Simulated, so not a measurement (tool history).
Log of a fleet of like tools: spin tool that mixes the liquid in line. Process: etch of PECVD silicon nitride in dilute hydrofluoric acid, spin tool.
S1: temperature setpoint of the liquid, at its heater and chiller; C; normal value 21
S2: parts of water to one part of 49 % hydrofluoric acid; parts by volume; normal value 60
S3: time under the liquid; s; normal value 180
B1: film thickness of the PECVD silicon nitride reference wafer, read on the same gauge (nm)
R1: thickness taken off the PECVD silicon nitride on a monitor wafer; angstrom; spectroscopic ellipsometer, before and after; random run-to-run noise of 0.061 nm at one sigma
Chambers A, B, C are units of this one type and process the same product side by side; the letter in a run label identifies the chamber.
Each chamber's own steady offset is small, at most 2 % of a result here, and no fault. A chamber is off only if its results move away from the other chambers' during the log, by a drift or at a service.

run,hour,S1,S2,S3,B1,R1
1C,9.4,21,60,180,99.993,87.238
2A,15,21,60,180,100.02,89.902
3B,23.1,21,60,180,100.02,88.688
4C,28.7,21,60,180,100.01,86.719
5A,37.2,21,60,180,100.04,89.109
6B,44.8,21,60,180,100,89.609
7B,52.8,21,60,180,100.01,88.64
8C,62.1,21,60,180,99.983,87.106
9A,70.6,21,60,180,100,89.632
10A,82.1,21,60,180,99.971,89.248
11B,91,21,60,180,99.964,89.117
12C,100.8,21,60,180,99.999,87.062
13C,109.5,21,60,180,99.962,87.432
14A,119.6,21,45,180,99.998,119.61
15B,125.3,21,45,180,100.02,121.64
16B,137.2,21,45,180,100.01,121.43
17C,147.1,21,60,180,99.948,87.824
18A,159.1,19.5,85,180,99.969,57.815
19C,166.1,19.5,85,180,100.02,55.631
20A,173.1,19.5,85,180,99.981,57.047
21B,185.4,21,60,180,99.971,93.196
22B,193.4,21,60,180,100.03,94.129
23C,199.2,21,60,180,99.99,86.796
24A,207.5,21,60,180,99.977,89.197
25C,215.6,21,60,180,100,88.36
26B,223.1,18,60,145,100.01,61.992
27A,231.2,18,60,145,100.05,59.004
28B,238.2,18,60,145,100,62.403

Each of the 3 chambers runs these same settings next. Fill in every chamber's results:
29A,247,24,60,180,,?
29B,247,24,60,180,,?
29C,247,24,60,180,,?

run,R1
29A,109.85
29B,116.2
29C,106.64
